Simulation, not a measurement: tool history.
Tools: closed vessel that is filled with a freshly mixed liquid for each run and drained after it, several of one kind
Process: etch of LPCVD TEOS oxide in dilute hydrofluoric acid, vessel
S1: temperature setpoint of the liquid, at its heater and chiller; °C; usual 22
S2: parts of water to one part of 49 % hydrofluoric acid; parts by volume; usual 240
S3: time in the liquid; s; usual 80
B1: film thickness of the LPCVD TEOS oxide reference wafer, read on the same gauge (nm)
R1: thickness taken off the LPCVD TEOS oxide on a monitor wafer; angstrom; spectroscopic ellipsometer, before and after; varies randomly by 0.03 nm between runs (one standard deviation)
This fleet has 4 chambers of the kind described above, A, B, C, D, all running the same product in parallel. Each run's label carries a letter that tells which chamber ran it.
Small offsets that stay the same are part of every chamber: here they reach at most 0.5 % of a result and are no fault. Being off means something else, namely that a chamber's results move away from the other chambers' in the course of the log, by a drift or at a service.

{"run": "1C", "hour": 2.2, "S1": 22, "S2": 240, "S3": 80, "B1": 60.019, "R1": 52.153}
{"run": "2B", "hour": 7.1, "S1": 22, "S2": 240, "S3": 80, "B1": 60.011, "R1": 52.285}
{"run": "3D", "hour": 9.6, "S1": 22, "S2": 240, "S3": 80, "B1": 59.982, "R1": 52.443}
{"run": "4A", "hour": 13.6, "S1": 22, "S2": 240, "S3": 80, "B1": 60.005, "R1": 52.364}
{"run": "5B", "hour": 18.3, "S1": 22, "S2": 240, "S3": 80, "B1": 59.99, "R1": 52.397}
{"run": "6D", "hour": 21.9, "S1": 22, "S2": 240, "S3": 80, "B1": 59.994, "R1": 52.427}
{"run": "7C", "hour": 24.1, "S1": 22, "S2": 165, "S3": 115, "B1": 59.982, "R1": 118.65}
{"run": "8A", "hour": 27.5, "S1": 22, "S2": 165, "S3": 115, "B1": 60.006, "R1": 117.21}
{"run": "9C", "hour": 30.8, "S1": 22, "S2": 165, "S3": 115, "B1": 59.988, "R1": 118.68}
{"run": "10D", "hour": 33.3, "S1": 22, "S2": 165, "S3": 115, "B1": 60.01, "R1": 117.44}
{"run": "11A", "hour": 37.4, "S1": 22, "S2": 345, "S3": 125, "B1": 60.009, "R1": 51.65}
{"run": "12B", "hour": 40.1, "S1": 22, "S2": 345, "S3": 125, "B1": 59.988, "R1": 51.175}
{"run": "13C", "hour": 43.0, "S1": 22, "S2": 345, "S3": 125, "B1": 60.011, "R1": 51.528}
{"run": "14B", "hour": 47.9, "S1": 22, "S2": 345, "S3": 125, "B1": 59.993, "R1": 51.621}
{"run": "15D", "hour": 52.8, "S1": 22, "S2": 240, "S3": 80, "B1": 59.988, "R1": 52.884}
{"run": "16A", "hour": 56.4, "S1": 22, "S2": 240, "S3": 80, "B1": 60.003, "R1": 52.757}
{"run": "17A", "hour": 59.9, "S1": 22, "S2": 240, "S3": 80, "B1": 59.994, "R1": 52.619}
{"run": "18C", "hour": 64.3, "S1": 22, "S2": 240, "S3": 80, "B1": 60.014, "R1": 51.853}
{"run": "19D", "hour": 67.8, "S1": 22, "S2": 240, "S3": 80, "B1": 59.984, "R1": 52.732}
{"run": "20B", "hour": 71.8, "S1": 22, "S2": 240, "S3": 80, "B1": 60.02, "R1": 52.61}
{"run": "21C", "hour": 75.4, "S1": 22, "S2": 240, "S3": 80, "B1": 59.986, "R1": 51.307}
{"run": "22D", "hour": 77.9, "S1": 22, "S2": 240, "S3": 80, "B1": 60.014, "R1": 51.644}
{"run": "23A", "hour": 83.0, "S1": 22, "S2": 240, "S3": 80, "B1": 60, "R1": 52.537}
{"run": "24B", "hour": 88.2, "S1": 22, "S2": 240, "S3": 80, "B1": 60.013, "R1": 52.582}
{"run": "25B", "hour": 91.4, "S1": 22, "S2": 240, "S3": 80, "B1": 60.008, "R1": 51.986}
{"run": "26C", "hour": 95.3, "S1": 22, "S2": 240, "S3": 80, "B1": 60.009, "R1": 51.314}
{"run": "27A", "hour": 99.1, "S1": 22, "S2": 240, "S3": 80, "B1": 60.004, "R1": 52.302}
{"run": "28D", "hour": 102.1, "S1": 22, "S2": 240, "S3": 80, "B1": 60.006, "R1": 52.92}
{"run": "29C", "hour": 106.3, "S1": 22, "S2": 240, "S3": 80, "B1": 59.983, "R1": 50.546}
{"run": "30A", "hour": 109.1, "S1": 22, "S2": 240, "S3": 80, "B1": 60.003, "R1": 52.646}
{"run": "31D", "hour": 111.8, "S1": 22, "S2": 240, "S3": 80, "B1": 59.989, "R1": 52.444}
{"run": "32B", "hour": 115.3, "S1": 22, "S2": 240, "S3": 80, "B1": 60.022, "R1": 52.034}
{"run": "33B", "hour": 117.7, "S1": 22, "S2": 240, "S3": 80, "B1": 59.985, "R1": 52.455}
{"run": "34A", "hour": 121.4, "S1": 22, "S2": 240, "S3": 80, "B1": 59.999, "R1": 52.209}
{"run": "35D", "hour": 124.5, "S1": 22, "S2": 240, "S3": 80, "B1": 59.995, "R1": 52.55}
{"run": "36C", "hour": 127.7, "S1": 22, "S2": 240, "S3": 80, "B1": 59.981, "R1": 49.83}
{"run": "37C", "hour": 130.3, "S1": 22, "S2": 240, "S3": 80, "B1": 60.015, "R1": 49.13}
{"run": "38B", "hour": 133.8, "S1": 22, "S2": 170, "S3": 40, "B1": 59.964, "R1": 39.825}
{"run": "39A", "hour": 138.1, "S1": 22, "S2": 170, "S3": 40, "B1": 59.973, "R1": 39.456}
{"run": "40D", "hour": 143.3, "S1": 22, "S2": 170, "S3": 40, "B1": 59.983, "R1": 39.698}
{"run": "41B", "hour": 147.5, "S1": 22, "S2": 170, "S3": 40, "B1": 59.971, "R1": 40.033}

One chamber off, gauge drift, or nothing amiss beyond the chambers' own small offsets? If it is a chamber, which one, and what is the likeliest cause?

It is chamber C that slowly wanders off from its peers.
Likeliest cause: hydrofluoric acid flow below the setpoint (%) = 5.85.
It could be hard to tell apart here from: liquid colder than its thermometer reads (K).

Below are 4 candidate recipes for chamber C's next run, each the usual settings with a change, their results shown as question marks. Which of them brings C's results back in line with what the other chambers give on the usual settings?
Counts as in line when no further than this from what the other chambers average on the usual settings: R1 1 angstrom
{"run": "42C-1", "hour": 151.2, "S1": 22, "S2": 235, "S3": 80, "R1": "?"}
{"run": "42C-2", "hour": 151.2, "S1": 22, "S2": 245, "S3": 80, "R1": "?"}
{"run": "42C-3", "hour": 151.2, "S1": 22, "S2": 255, "S3": 80, "R1": "?"}
{"run": "42C-4", "hour": 151.2, "S1": 24, "S2": 240, "S3": 80, "R1": "?"}

On the usual settings, the other chambers give on average: R1 52.42 angstrom
run=42C-1 R1=50.115
run=42C-2 R1=47.555
run=42C-3 R1=45.204
run=42C-4 R1=52.458
42C-4 brings the chamber back in line.

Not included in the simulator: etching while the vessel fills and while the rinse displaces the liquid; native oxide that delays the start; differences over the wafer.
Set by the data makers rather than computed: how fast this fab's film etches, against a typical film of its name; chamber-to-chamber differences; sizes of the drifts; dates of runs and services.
